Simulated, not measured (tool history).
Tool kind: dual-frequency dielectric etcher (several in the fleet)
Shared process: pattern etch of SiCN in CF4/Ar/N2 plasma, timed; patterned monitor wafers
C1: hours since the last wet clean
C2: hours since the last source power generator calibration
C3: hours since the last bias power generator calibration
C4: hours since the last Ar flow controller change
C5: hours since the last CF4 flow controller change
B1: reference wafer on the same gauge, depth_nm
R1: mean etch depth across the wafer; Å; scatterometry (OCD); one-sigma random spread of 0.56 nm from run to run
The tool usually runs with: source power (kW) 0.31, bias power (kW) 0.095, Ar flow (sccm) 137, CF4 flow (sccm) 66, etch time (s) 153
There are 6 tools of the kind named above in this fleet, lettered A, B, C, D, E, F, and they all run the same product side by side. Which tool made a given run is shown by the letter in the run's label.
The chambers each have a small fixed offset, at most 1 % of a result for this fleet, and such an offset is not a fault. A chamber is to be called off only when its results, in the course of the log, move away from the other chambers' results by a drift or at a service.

run 1D hour=8.2 | source_power_(kW)=0.31 bias_power_(kW)=0.095 Ar_flow_(sccm)=137 CF4_flow_(sccm)=66 etch_time_(s)=153 | C1=26.9 C2=3374.5 C3=2458.9 C4=1127.8 C5=6582.5 | B1=102.7 | R1=1007.4
run 2F hour=12.5 | source_power_(kW)=0.31 bias_power_(kW)=0.095 Ar_flow_(sccm)=137 CF4_flow_(sccm)=66 etch_time_(s)=153 | C1=323.9 C2=229 C3=3831.2 C4=92.1 C5=3578.2 | B1=102.65 | R1=985.33
-- hour=15.4 chamber B: wet clean of the chamber
run 3E hour=16.7 | source_power_(kW)=0.31 bias_power_(kW)=0.095 Ar_flow_(sccm)=137 CF4_flow_(sccm)=66 etch_time_(s)=153 | C1=246.3 C2=54.8 C3=2334.3 C4=3218.6 C5=2350 | B1=102.67 | R1=999.54
run 4B hour=24.8 | source_power_(kW)=0.31 bias_power_(kW)=0.095 Ar_flow_(sccm)=137 CF4_flow_(sccm)=66 etch_time_(s)=153 | C1=9.5 C2=2070.2 C3=2173.2 C4=1430.5 C5=2254.5 | B1=102.63 | R1=1001.7
-- hour=30.3 chamber A: wet clean of the chamber
run 5A hour=33.1 | source_power_(kW)=0.31 bias_power_(kW)=0.095 Ar_flow_(sccm)=137 CF4_flow_(sccm)=66 etch_time_(s)=153 | C1=2.8 C2=2616.3 C3=1043 C4=1704 C5=1247.7 | B1=102.71 | R1=1012.2
run 6C hour=38.1 | source_power_(kW)=0.31 bias_power_(kW)=0.095 Ar_flow_(sccm)=137 CF4_flow_(sccm)=66 etch_time_(s)=153 | C1=255.6 C2=2200.7 C3=640 C4=694.9 C5=1625.7 | B1=102.74 | R1=1003
run 7F hour=42.6 | source_power_(kW)=0.31 bias_power_(kW)=0.095 Ar_flow_(sccm)=137 CF4_flow_(sccm)=66 etch_time_(s)=153 | C1=354 C2=259.1 C3=3861.3 C4=122.2 C5=3608.3 | B1=102.62 | R1=996.74
run 8D hour=51.3 | source_power_(kW)=0.31 bias_power_(kW)=0.095 Ar_flow_(sccm)=137 CF4_flow_(sccm)=66 etch_time_(s)=153 | C1=70 C2=3417.6 C3=2502 C4=1170.9 C5=6625.6 | B1=102.74 | R1=998.93
run 9E hour=57.4 | source_power_(kW)=0.31 bias_power_(kW)=0.095 Ar_flow_(sccm)=137 CF4_flow_(sccm)=66 etch_time_(s)=153 | C1=287 C2=95.5 C3=2375 C4=3259.3 C5=2390.7 | B1=102.84 | R1=1005.8
-- hour=62.7 chamber D: CF4 flow controller replaced
run 10A hour=66.1 | source_power_(kW)=0.31 bias_power_(kW)=0.095 Ar_flow_(sccm)=137 CF4_flow_(sccm)=66 etch_time_(s)=178.5 | C1=35.8 C2=2649.3 C3=1076 C4=1737 C5=1280.7 | B1=102.74 | R1=1168.8
run 11C hour=70.8 | source_power_(kW)=0.31 bias_power_(kW)=0.095 Ar_flow_(sccm)=137 CF4_flow_(sccm)=66 etch_time_(s)=178.5 | C1=288.3 C2=2233.4 C3=672.7 C4=727.6 C5=1658.4 | B1=102.7 | R1=1165.3
run 12B hour=76.1 | source_power_(kW)=0.31 bias_power_(kW)=0.095 Ar_flow_(sccm)=137 CF4_flow_(sccm)=66 etch_time_(s)=178.5 | C1=60.8 C2=2121.5 C3=2224.5 C4=1481.8 C5=2305.8 | B1=102.76 | R1=1167.9
run 13F hour=83.6 | source_power_(kW)=0.31 bias_power_(kW)=0.095 Ar_flow_(sccm)=137 CF4_flow_(sccm)=66 etch_time_(s)=178.5 | C1=395 C2=300.1 C3=3902.3 C4=163.2 C5=3649.3 | B1=102.82 | R1=1154.2
run 14B hour=92.1 | source_power_(kW)=0.31 bias_power_(kW)=0.095 Ar_flow_(sccm)=137 CF4_flow_(sccm)=66 etch_time_(s)=178.5 | C1=76.8 C2=2137.5 C3=2240.5 C4=1497.8 C5=2321.8 | B1=102.73 | R1=1170.1
run 15A hour=100.6 | source_power_(kW)=0.31 bias_power_(kW)=0.095 Ar_flow_(sccm)=137 CF4_flow_(sccm)=66 etch_time_(s)=178.5 | C1=70.3 C2=2683.8 C3=1110.5 C4=1771.5 C5=1315.2 | B1=102.79 | R1=1177
run 16C hour=109.2 | source_power_(kW)=0.31 bias_power_(kW)=0.095 Ar_flow_(sccm)=137 CF4_flow_(sccm)=66 etch_time_(s)=153 | C1=326.7 C2=2271.8 C3=711.1 C4=766 C5=1696.8 | B1=102.67 | R1=998.28
-- hour=114.7 chamber D: source power generator calibrated
run 17D hour=117.8 | source_power_(kW)=0.31 bias_power_(kW)=0.095 Ar_flow_(sccm)=137 CF4_flow_(sccm)=66 etch_time_(s)=153 | C1=136.5 C2=3.2 C3=2568.5 C4=1237.4 C5=55.2 | B1=102.59 | R1=993.61
run 18E hour=122.7 | source_power_(kW)=0.31 bias_power_(kW)=0.095 Ar_flow_(sccm)=137 CF4_flow_(sccm)=66 etch_time_(s)=153 | C1=352.3 C2=160.8 C3=2440.3 C4=3324.6 C5=2456 | B1=102.7 | R1=998.68
run 19F hour=128.4 | source_power_(kW)=0.31 bias_power_(kW)=0.095 Ar_flow_(sccm)=137 CF4_flow_(sccm)=66 etch_time_(s)=153 | C1=439.8 C2=344.9 C3=3947.1 C4=208 C5=3694.1 | B1=102.81 | R1=997.4
run 20E hour=135.6 | source_power_(kW)=0.31 bias_power_(kW)=0.095 Ar_flow_(sccm)=137 CF4_flow_(sccm)=66 etch_time_(s)=153 | C1=365.2 C2=173.7 C3=2453.2 C4=3337.5 C5=2468.9 | B1=102.64 | R1=999.45
run 21D hour=142.2 | source_power_(kW)=0.31 bias_power_(kW)=0.095 Ar_flow_(sccm)=150 CF4_flow_(sccm)=66 etch_time_(s)=138.5 | C1=160.9 C2=27.6 C3=2592.9 C4=1261.8 C5=79.6 | B1=102.69 | R1=880.28
run 22C hour=150.4 | source_power_(kW)=0.31 bias_power_(kW)=0.095 Ar_flow_(sccm)=150 CF4_flow_(sccm)=66 etch_time_(s)=138.5 | C1=367.9 C2=2313 C3=752.3 C4=807.2 C5=1738 | B1=102.65 | R1=881.39
run 23A hour=158.6 | source_power_(kW)=0.31 bias_power_(kW)=0.095 Ar_flow_(sccm)=150 CF4_flow_(sccm)=66 etch_time_(s)=138.5 | C1=128.3 C2=2741.8 C3=1168.5 C4=1829.5 C5=1373.2 | B1=102.65 | R1=897.76
run 24B hour=164 | source_power_(kW)=0.31 bias_power_(kW)=0.095 Ar_flow_(sccm)=150 CF4_flow_(sccm)=66 etch_time_(s)=138.5 | C1=148.7 C2=2209.4 C3=2312.4 C4=1569.7 C5=2393.7 | B1=102.78 | R1=892.77
run 25C hour=169.3 | source_power_(kW)=0.31 bias_power_(kW)=0.095 Ar_flow_(sccm)=150 CF4_flow_(sccm)=66 etch_time_(s)=138.5 | C1=386.8 C2=2331.9 C3=771.2 C4=826.1 C5=1756.9 | B1=102.68 | R1=881.82
run 26D hour=176.4 | source_power_(kW)=0.31 bias_power_(kW)=0.095 Ar_flow_(sccm)=150 CF4_flow_(sccm)=66 etch_time_(s)=138.5 | C1=195.1 C2=61.8 C3=2627.1 C4=1296 C5=113.8 | B1=102.71 | R1=885.06
run 27F hour=184.3 | source_power_(kW)=0.31 bias_power_(kW)=0.095 Ar_flow_(sccm)=137 CF4_flow_(sccm)=66 etch_time_(s)=153 | C1=495.7 C2=400.8 C3=4003 C4=263.9 C5=3750 | B1=102.72 | R1=994.19
run 28B hour=191.3 | source_power_(kW)=0.36 bias_power_(kW)=0.112 Ar_flow_(sccm)=137 CF4_flow_(sccm)=66 etch_time_(s)=153 | C1=176 C2=2236.7 C3=2339.7 C4=1597 C5=2421 | B1=102.73 | R1=1208.3
run 29E hour=198.5 | source_power_(kW)=0.36 bias_power_(kW)=0.112 Ar_flow_(sccm)=137 CF4_flow_(sccm)=66 etch_time_(s)=153 | C1=428.1 C2=236.6 C3=2516.1 C4=3400.4 C5=2531.8 | B1=102.7 | R1=1203.6
run 30A hour=203.7 | source_power_(kW)=0.36 bias_power_(kW)=0.112 Ar_flow_(sccm)=137 CF4_flow_(sccm)=66 etch_time_(s)=153 | C1=173.4 C2=2786.9 C3=1213.6 C4=1874.6 C5=1418.3 | B1=102.68 | R1=1208.4
run 31D hour=207.7 | source_power_(kW)=0.36 bias_power_(kW)=0.112 Ar_flow_(sccm)=137 CF4_flow_(sccm)=66 etch_time_(s)=153 | C1=226.4 C2=93.1 C3=2658.4 C4=1327.3 C5=145.1 | B1=102.69 | R1=1207.2
run 32B hour=215 | source_power_(kW)=0.36 bias_power_(kW)=0.112 Ar_flow_(sccm)=137 CF4_flow_(sccm)=66 etch_time_(s)=153 | C1=199.7 C2=2260.4 C3=2363.4 C4=1620.7 C5=2444.7 | B1=102.64 | R1=1199
-- hour=218.2 chamber E: wet clean of the chamber
run 33A hour=221.9 | source_power_(kW)=0.36 bias_power_(kW)=0.112 Ar_flow_(sccm)=137 CF4_flow_(sccm)=66 etch_time_(s)=153 | C1=191.6 C2=2805.1 C3=1231.8 C4=1892.8 C5=1436.5 | B1=102.72 | R1=1219.3
run 34F hour=226.1 | source_power_(kW)=0.31 bias_power_(kW)=0.095 Ar_flow_(sccm)=137 CF4_flow_(sccm)=66 etch_time_(s)=153 | C1=537.5 C2=442.6 C3=4044.8 C4=305.7 C5=3791.8 | B1=102.5 | R1=991.16
run 35E hour=234 | source_power_(kW)=0.31 bias_power_(kW)=0.095 Ar_flow_(sccm)=137 CF4_flow_(sccm)=66 etch_time_(s)=153 | C1=15.8 C2=272.1 C3=2551.6 C4=3435.9 C5=2567.3 | B1=102.68 | R1=990.43
run 36C hour=240.5 | source_power_(kW)=0.31 bias_power_(kW)=0.095 Ar_flow_(sccm)=137 CF4_flow_(sccm)=66 etch_time_(s)=153 | C1=458 C2=2403.1 C3=842.4 C4=897.3 C5=1828.1 | B1=102.71 | R1=968.71
run 37E hour=249.1 | source_power_(kW)=0.31 bias_power_(kW)=0.095 Ar_flow_(sccm)=137 CF4_flow_(sccm)=66 etch_time_(s)=153 | C1=30.9 C2=287.2 C3=2566.7 C4=3451 C5=2582.4 | B1=102.72 | R1=997.44
run 38D hour=257.5 | source_power_(kW)=0.31 bias_power_(kW)=0.095 Ar_flow_(sccm)=137 CF4_flow_(sccm)=66 etch_time_(s)=153 | C1=276.2 C2=142.9 C3=2708.2 C4=1377.1 C5=194.9 | B1=102.64 | R1=1000.7
run 39B hour=262.4 | source_power_(kW)=0.31 bias_power_(kW)=0.095 Ar_flow_(sccm)=137 CF4_flow_(sccm)=66 etch_time_(s)=153 | C1=247.1 C2=2307.8 C3=2410.8 C4=1668.1 C5=2492.1 | B1=102.61 | R1=999.32
run 40F hour=268.7 | source_power_(kW)=0.31 bias_power_(kW)=0.095 Ar_flow_(sccm)=137 CF4_flow_(sccm)=66 etch_time_(s)=153 | C1=580.1 C2=485.2 C3=4087.4 C4=348.3 C5=3834.4 | B1=102.69 | R1=990.3
run 41A hour=273.5 | source_power_(kW)=0.31 bias_power_(kW)=0.095 Ar_flow_(sccm)=137 CF4_flow_(sccm)=66 etch_time_(s)=153 | C1=243.2 C2=2856.7 C3=1283.4 C4=1944.4 C5=1488.1 | B1=102.56 | R1=1002.7
run 42C hour=278.7 | source_power_(kW)=0.31 bias_power_(kW)=0.095 Ar_flow_(sccm)=137 CF4_flow_(sccm)=66 etch_time_(s)=153 | C1=496.2 C2=2441.3 C3=880.6 C4=935.5 C5=1866.3 | B1=102.72 | R1=959.13

Is one chamber out of step, is the gauge drifting, or do the chambers differ by no more than their own small offsets? For an off chamber, give its letter and the likeliest cause.

Chamber C drifts away from the others.
What lies behind it: etch rate under this chamber's usual, % = 3.9.
Not necessarily distinguishable in this log from: source power that arrives under what is set, %.

Which of the 4 candidates below, each the usual settings with something changed and its results left as question marks, puts chamber C back in line with what the other chambers give on the usual settings?
Maximum distance from the other chambers' mean on the usual settings for a result to count as in line: R1 19 Å
run 43C-1 hour=285 | source_power_(kW)=0.29 bias_power_(kW)=0.092 Ar_flow_(sccm)=138 CF4_flow_(sccm)=66 etch_time_(s)=153 | R1=?
run 43C-2 hour=285 | source_power_(kW)=0.32 bias_power_(kW)=0.097 Ar_flow_(sccm)=137 CF4_flow_(sccm)=66 etch_time_(s)=153 | R1=?
run 43C-3 hour=285 | source_power_(kW)=0.31 bias_power_(kW)=0.097 Ar_flow_(sccm)=136 CF4_flow_(sccm)=66 etch_time_(s)=163.5 | R1=?
run 43C-4 hour=285 | source_power_(kW)=0.31 bias_power_(kW)=0.095 Ar_flow_(sccm)=137 CF4_flow_(sccm)=66 etch_time_(s)=147 | R1=?

Average result of the remaining chambers running the usual settings: R1 997.98 Å
run=43C-1 R1=892.86
run=43C-2 R1=994.82
run=43C-3 R1=1035.1
run=43C-4 R1=921.97
The right change is 43C-2: it brings the chamber back within the allowed miss of the others.

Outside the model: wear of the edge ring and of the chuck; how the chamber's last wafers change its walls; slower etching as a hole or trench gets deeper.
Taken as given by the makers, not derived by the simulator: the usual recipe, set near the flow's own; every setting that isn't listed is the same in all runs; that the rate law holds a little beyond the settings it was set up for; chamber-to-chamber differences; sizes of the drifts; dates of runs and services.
